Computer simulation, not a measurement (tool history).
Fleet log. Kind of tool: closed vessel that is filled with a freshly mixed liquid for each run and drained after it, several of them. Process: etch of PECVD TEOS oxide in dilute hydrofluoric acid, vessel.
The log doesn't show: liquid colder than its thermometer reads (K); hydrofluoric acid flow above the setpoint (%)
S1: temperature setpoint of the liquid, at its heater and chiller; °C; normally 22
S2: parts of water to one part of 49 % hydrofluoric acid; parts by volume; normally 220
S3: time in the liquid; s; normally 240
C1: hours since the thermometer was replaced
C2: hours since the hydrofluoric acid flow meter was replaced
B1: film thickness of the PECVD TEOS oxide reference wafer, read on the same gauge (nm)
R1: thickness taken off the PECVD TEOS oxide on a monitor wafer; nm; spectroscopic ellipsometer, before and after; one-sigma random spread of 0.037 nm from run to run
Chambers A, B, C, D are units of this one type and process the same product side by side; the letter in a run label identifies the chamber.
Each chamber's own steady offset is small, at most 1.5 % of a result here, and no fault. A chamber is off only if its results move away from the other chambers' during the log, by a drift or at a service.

run 1D hour=8 | S1=22 S2=220 S3=240 | C1=1085.7 C2=520 | B1=90.006 | R1=7.735
run 2B hour=16.8 | S1=22 S2=220 S3=240 | C1=843 C2=47.2 | B1=89.956 | R1=7.6609
run 3C hour=27.8 | S1=22 S2=220 S3=240 | C1=807.3 C2=142.2 | B1=90.002 | R1=7.5175
run 4A hour=37.1 | S1=22 S2=220 S3=240 | C1=119.7 C2=793.2 | B1=89.964 | R1=7.6053
run 5D hour=46.3 | S1=22 S2=220 S3=240 | C1=1124 C2=558.3 | B1=90.018 | R1=7.6169
run 6C hour=54.6 | S1=22 S2=305 S3=370 | C1=834.1 C2=169 | B1=89.946 | R1=7.683
run 7B hour=65.5 | S1=22 S2=305 S3=370 | C1=891.7 C2=95.9 | B1=89.979 | R1=7.7632
run 8A hour=75.5 | S1=22 S2=305 S3=370 | C1=158.1 C2=831.6 | B1=89.99 | R1=7.8041
run 9D hour=84.8 | S1=22 S2=305 S3=370 | C1=1162.5 C2=596.8 | B1=89.983 | R1=7.8677
run 10B hour=91.3 | S1=22 S2=220 S3=240 | C1=917.5 C2=121.7 | B1=90.018 | R1=7.6221
run 11C hour=99 | S1=22 S2=220 S3=240 | C1=878.5 C2=213.4 | B1=89.962 | R1=7.5243
run 12A hour=107.7 | S1=22 S2=220 S3=240 | C1=190.3 C2=863.8 | B1=89.983 | R1=7.6096
run 13A hour=117.5 | S1=22 S2=220 S3=240 | C1=200.1 C2=873.6 | B1=89.984 | R1=7.6458
run 14B hour=128.6 | S1=22 S2=220 S3=240 | C1=954.8 C2=159 | B1=90.02 | R1=7.6696
run 15C hour=138.8 | S1=22 S2=220 S3=240 | C1=918.3 C2=253.2 | B1=89.994 | R1=7.5583
run 16D hour=146.6 | S1=18 S2=220 S3=240 | C1=1224.3 C2=658.6 | B1=90.028 | R1=6.6132
run 17D hour=153.6 | S1=18 S2=220 S3=240 | C1=1231.3 C2=665.6 | B1=90.039 | R1=6.5568
run 18B hour=163.5 | S1=18 S2=220 S3=240 | C1=989.7 C2=193.9 | B1=90.061 | R1=6.5512
run 19A hour=171.2 | S1=18 S2=220 S3=240 | C1=253.8 C2=927.3 | B1=90.045 | R1=6.5078
-- hour=174.4 chamber B: thermometer replaced
run 20C hour=180.5 | S1=22 S2=220 S3=240 | C1=960 C2=294.9 | B1=89.991 | R1=7.5141
run 21A hour=186.7 | S1=22 S2=220 S3=240 | C1=269.3 C2=942.8 | B1=90.045 | R1=7.589
run 22B hour=197.3 | S1=22 S2=220 S3=240 | C1=23 C2=227.7 | B1=89.985 | R1=7.6481
run 23D hour=206 | S1=22 S2=220 S3=240 | C1=1283.7 C2=718 | B1=89.987 | R1=7.6522
run 24C hour=216.7 | S1=22 S2=220 S3=240 | C1=996.2 C2=331.1 | B1=90.021 | R1=7.5112
run 25C hour=226.1 | S1=18 S2=130 S3=240 | C1=1005.6 C2=340.5 | B1=90 | R1=12.122
run 26A hour=231.6 | S1=18 S2=130 S3=240 | C1=314.2 C2=987.7 | B1=89.985 | R1=12.028
run 27D hour=241.1 | S1=18 S2=130 S3=240 | C1=1318.8 C2=753.1 | B1=89.996 | R1=12.07
run 28B hour=251.3 | S1=18 S2=130 S3=240 | C1=77 C2=281.7 | B1=89.979 | R1=12.21
run 29D hour=256.5 | S1=22 S2=220 S3=240 | C1=1334.2 C2=768.5 | B1=89.985 | R1=7.6013
run 30A hour=263.8 | S1=22 S2=220 S3=240 | C1=346.4 C2=1019.9 | B1=89.999 | R1=7.563
run 31B hour=269.4 | S1=22 S2=220 S3=240 | C1=95.1 C2=299.8 | B1=89.971 | R1=7.6195

One chamber off, gauge drift, or nothing amiss beyond the chambers' own small offsets? If it is a chamber, which one, and what is the likeliest cause?

Nothing is wrong: each chamber keeps only its own small, steady offset and the gauge holds still.

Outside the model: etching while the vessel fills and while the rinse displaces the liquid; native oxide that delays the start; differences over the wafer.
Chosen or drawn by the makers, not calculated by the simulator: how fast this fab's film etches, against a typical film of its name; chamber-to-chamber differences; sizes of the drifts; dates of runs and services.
